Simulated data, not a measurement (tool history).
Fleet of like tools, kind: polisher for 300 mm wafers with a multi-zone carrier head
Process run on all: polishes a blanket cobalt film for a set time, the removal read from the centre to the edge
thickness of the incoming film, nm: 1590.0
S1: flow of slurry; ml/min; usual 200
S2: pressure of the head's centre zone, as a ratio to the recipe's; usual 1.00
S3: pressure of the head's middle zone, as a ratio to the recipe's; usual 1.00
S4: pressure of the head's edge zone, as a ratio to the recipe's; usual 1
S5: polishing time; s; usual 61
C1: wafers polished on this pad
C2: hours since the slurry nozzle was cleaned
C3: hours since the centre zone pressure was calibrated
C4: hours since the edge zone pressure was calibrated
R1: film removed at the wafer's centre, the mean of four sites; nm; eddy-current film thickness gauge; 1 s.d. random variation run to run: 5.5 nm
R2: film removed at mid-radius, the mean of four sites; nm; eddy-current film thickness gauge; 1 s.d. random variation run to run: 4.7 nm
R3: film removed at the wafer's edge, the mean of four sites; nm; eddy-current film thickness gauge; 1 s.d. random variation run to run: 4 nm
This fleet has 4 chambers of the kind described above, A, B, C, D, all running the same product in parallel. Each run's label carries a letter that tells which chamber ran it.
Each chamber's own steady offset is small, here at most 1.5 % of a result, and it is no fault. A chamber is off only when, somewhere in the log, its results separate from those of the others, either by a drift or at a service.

| run | day | S1 | S2 | S3 | S4 | S5 | C1 | C2 | C3 | C4 | R1 | R2 | R3 |
|---|---|---|---|---|---|---|---|---|---|---|---|---|---|
| 1A | 0.621 | 200 | 1.00 | 1.00 | 1 | 61 | 334 | 211.1 | 219.1 | 60.2 | 383.92 | 377.46 | 380.83 |
| 2D | 1.008 | 200 | 1.00 | 1.00 | 1 | 61 | 987 | 238.4 | 898.7 | 324.6 | 377.05 | 389.62 | 385.21 |
| 3C | 1.371 | 200 | 1.00 | 1.00 | 1 | 61 | 1586 | 92.3 | 393.2 | 186.2 | 383.91 | 382.61 | 381.62 |
|  | 1.575 | chamber C: worn pad replaced by a new one |
| 4B | 1.683 | 200 | 1.00 | 1.00 | 1 | 61 | 912 | 203.2 | 194.7 | 103.8 | 380.41 | 375.39 | 377.44 |
|  | 1.796 | chamber D: worn pad replaced by a new one |
|  | 2.025 | chamber B: worn pad replaced by a new one |
| 5A | 2.033 | 200 | 1.00 | 1.00 | 1 | 61 | 569 | 245.0 | 253.0 | 94.1 | 374.76 | 383.81 | 372.56 |
|  | 2.221 | chamber B: slurry nozzle cleaned |
| 6B | 2.475 | 200 | 1.00 | 1.00 | 1 | 61 | 75 | 6.2 | 213.7 | 122.8 | 380.52 | 377.41 | 381.17 |
| 7D | 2.946 | 200 | 1.00 | 1.00 | 1 | 50 | 192 | 284.9 | 945.2 | 371.1 | 309.00 | 312.63 | 323.15 |
| 8C | 3.504 | 200 | 1.00 | 1.00 | 1 | 50 | 322 | 143.5 | 444.4 | 237.4 | 315.91 | 307.99 | 311.81 |
|  | 3.621 | chamber A: worn pad replaced by a new one |
| 9C | 4.038 | 200 | 1.00 | 1.00 | 1 | 50 | 411 | 156.3 | 457.2 | 250.2 | 322.07 | 308.64 | 313.87 |
| 10A | 4.617 | 200 | 1.00 | 1.00 | 1 | 50 | 166 | 307.0 | 315.0 | 156.1 | 313.97 | 314.52 | 306.20 |
|  | 4.979 | chamber A: slurry nozzle cleaned |
| 11B | 5.171 | 200 | 1.00 | 1.04 | 1 | 75 | 525 | 70.9 | 278.4 | 187.5 | 475.93 | 471.55 | 476.89 |
|  | 5.412 | chamber C: centre zone pressure recalibrated |
| 12D | 5.483 | 200 | 1.00 | 1.04 | 1 | 75 | 615 | 345.8 | 1006.1 | 432.0 | 472.66 | 484.29 | 467.95 |
| 13A | 5.846 | 200 | 1.00 | 1.04 | 1 | 75 | 371 | 20.9 | 344.5 | 185.6 | 473.14 | 490.74 | 458.81 |
| 14B | 6.212 | 200 | 1.00 | 1.04 | 1 | 75 | 699 | 95.9 | 303.4 | 212.5 | 464.01 | 479.20 | 468.62 |
|  | 6.400 | chamber D: edge zone pressure recalibrated |
| 15C | 6.575 | 200 | 1.00 | 1.00 | 1 | 61 | 835 | 217.2 | 28.0 | 311.1 | 371.40 | 378.88 | 378.41 |
| 16D | 6.933 | 200 | 1.00 | 1.00 | 1 | 61 | 857 | 380.6 | 1040.9 | 12.9 | 375.89 | 387.98 | 384.97 |
| 17C | 7.350 | 200 | 1.00 | 0.89 | 1 | 61 | 964 | 235.8 | 46.6 | 329.7 | 383.87 | 339.36 | 390.59 |
| 18A | 7.738 | 200 | 1.00 | 0.89 | 1 | 61 | 687 | 66.3 | 389.9 | 231.0 | 372.41 | 351.94 | 379.71 |
| 19D | 8.046 | 200 | 1.00 | 0.89 | 1 | 61 | 1043 | 407.3 | 1067.6 | 39.6 | 362.42 | 336.89 | 380.01 |
|  | 8.221 | chamber A: worn pad replaced by a new one |
| 20B | 8.338 | 200 | 1.00 | 0.89 | 1 | 61 | 1054 | 146.9 | 354.4 | 263.5 | 386.86 | 335.16 | 379.26 |
|  | 8.629 | chamber B: worn pad replaced by a new one |
| 21D | 8.846 | 200 | 1.00 | 1.00 | 1 | 61 | 1177 | 426.5 | 1086.8 | 58.8 | 368.38 | 387.39 | 389.08 |
| 22C | 9.221 | 200 | 1.00 | 1.00 | 1 | 61 | 1276 | 280.7 | 91.5 | 374.6 | 386.13 | 381.69 | 374.03 |
|  | 9.262 | chamber D: worn pad replaced by a new one |
| 23A | 9.812 | 200 | 1.00 | 1.00 | 1 | 61 | 266 | 116.1 | 439.7 | 280.8 | 379.49 | 384.76 | 381.05 |
|  | 9.817 | chamber D: slurry nozzle cleaned |
| 24B | 10.092 | 200 | 1.00 | 1.00 | 1 | 61 | 244 | 189.0 | 396.5 | 305.6 | 391.33 | 371.65 | 389.09 |
| 25D | 10.638 | 200 | 1.00 | 1.00 | 1 | 61 | 230 | 19.8 | 1129.8 | 101.8 | 356.79 | 388.30 | 383.81 |
|  | 10.958 | chamber B: slurry nozzle cleaned |
|  | 11.079 | chamber C: worn pad replaced by a new one |
| 26C | 11.133 | 200 | 1.00 | 1.00 | 1 | 61 | 9 | 326.6 | 137.4 | 420.5 | 377.65 | 380.91 | 379.36 |
| 27A | 11.567 | 200 | 1.00 | 1.00 | 1 | 61 | 558 | 158.2 | 481.8 | 322.9 | 387.72 | 389.54 | 374.51 |
|  | 11.692 | chamber B: centre zone pressure recalibrated |
| 28B | 11.979 | 200 | 0.94 | 1.00 | 1 | 61 | 559 | 24.6 | 7.0 | 350.9 | 359.82 | 378.59 | 382.04 |
| 29C | 12.283 | 200 | 0.94 | 1.00 | 1 | 61 | 201 | 354.2 | 165.0 | 448.1 | 358.25 | 378.36 | 377.10 |
| 30B | 12.879 | 200 | 0.94 | 1.00 | 1 | 61 | 709 | 46.2 | 28.6 | 372.5 | 350.03 | 378.33 | 380.44 |
|  | 12.925 | chamber A: worn pad replaced by a new one |
| 31A | 13.388 | 200 | 0.94 | 1.00 | 1 | 61 | 77 | 201.9 | 525.5 | 366.6 | 355.67 | 385.87 | 374.59 |
| 32D | 14.008 | 200 | 1.00 | 1.00 | 1 | 61 | 792 | 100.7 | 1210.7 | 182.7 | 352.84 | 379.56 | 388.62 |
|  | 14.588 | chamber B: worn pad replaced by a new one |
| 33C | 14.592 | 200 | 1.00 | 1.06 | 1 | 61 | 586 | 409.6 | 220.4 | 503.5 | 370.31 | 403.11 | 383.54 |
| 34D | 14.929 | 200 | 1.00 | 1.06 | 1 | 61 | 946 | 122.8 | 1232.8 | 204.8 | 342.59 | 406.98 | 387.74 |
| 35A | 15.308 | 200 | 1.00 | 1.06 | 1 | 61 | 398 | 248.0 | 571.6 | 412.7 | 383.25 | 397.64 | 374.45 |
| 36B | 15.758 | 200 | 1.00 | 1.06 | 1 | 61 | 195 | 115.3 | 97.7 | 441.6 | 378.74 | 399.01 | 382.13 |
|  | 15.983 | chamber C: slurry nozzle cleaned |
|  | 16.200 | chamber A: centre zone pressure recalibrated |
| 37D | 16.221 | 200 | 1.00 | 1.00 | 1 | 61 | 1162 | 153.8 | 1263.8 | 235.8 | 343.80 | 385.76 | 381.02 |
|  | 16.362 | chamber D: worn pad replaced by a new one |
| 38A | 16.558 | 200 | 1.00 | 1.00 | 1 | 61 | 607 | 278.0 | 8.6 | 442.7 | 382.56 | 389.23 | 371.58 |
|  | 16.708 | chamber A: slurry nozzle cleaned |
| 39C | 16.962 | 200 | 1.00 | 1.00 | 1 | 61 | 982 | 23.6 | 277.3 | 560.4 | 379.61 | 382.46 | 379.36 |
| 40B | 17.233 | 200 | 0.90 | 1.00 | 1 | 68 | 441 | 150.7 | 133.1 | 477.0 | 378.19 | 429.40 | 430.68 |
| 41D | 17.800 | 200 | 0.90 | 1.00 | 1 | 68 | 240 | 191.7 | 1301.7 | 273.7 | 340.81 | 428.92 | 423.39 |
| 42C | 18.100 | 200 | 0.90 | 1.00 | 1 | 68 | 1172 | 50.9 | 304.6 | 587.7 | 375.75 | 417.14 | 427.72 |
|  | 18.217 | chamber A: worn pad replaced by a new one |
| 43B | 18.433 | 200 | 0.90 | 1.00 | 1 | 68 | 642 | 179.5 | 161.9 | 505.8 | 369.88 | 422.02 | 430.45 |
| 44A | 18.946 | 200 | 1.00 | 1.00 | 1 | 61 | 122 | 53.7 | 65.9 | 500.0 | 381.32 | 384.11 | 375.08 |

One chamber off, gauge drift, or nothing amiss beyond the chambers' own small offsets? If it is a chamber, which one, and what is the likeliest cause?

One chamber, D, drifts off from the rest bit by bit.
What lies behind it: centre zone's pressure below its setpoint, % = 11.3.

Chamber D could run next with any of the 4 candidate recipes listed below; each alters the usual settings, and their results appear as question marks. Which one brings its results back in line with what the other chambers deliver on the usual settings?
Allowed miss from the other chambers' usual-settings mean, per result, to count as in line: R1 19.00 nm; R2 16.00 nm; R3 14.00 nm
| 45D-1 | 19.392 | 190 | 0.84 | 1.02 | 1.06 | 61 |  |  |  |  | ? | ? | ? |
| 45D-2 | 19.392 | 205 | 1.10 | 0.98 | 0.96 | 61 |  |  |  |  | ? | ? | ? |
| 45D-3 | 19.392 | 195 | 0.90 | 1.02 | 1.04 | 61 |  |  |  |  | ? | ? | ? |
| 45D-4 | 19.392 | 215 | 1.17 | 0.97 | 0.94 | 62 |  |  |  |  | ? | ? | ? |

Mean of the other chambers on the usual settings: R1 380.19 nm; R2 379.93 nm; R3 379.48 nm
| run | R1 | R2 | R3 |
|---|---|---|---|
| 45D-1 | 278.94 | 387.00 | 393.83 |
| 45D-2 | 379.44 | 376.96 | 377.06 |
| 45D-3 | 302.39 | 388.39 | 390.93 |
| 45D-4 | 415.22 | 381.97 | 381.02 |
45D-2 brings the chamber back in line.
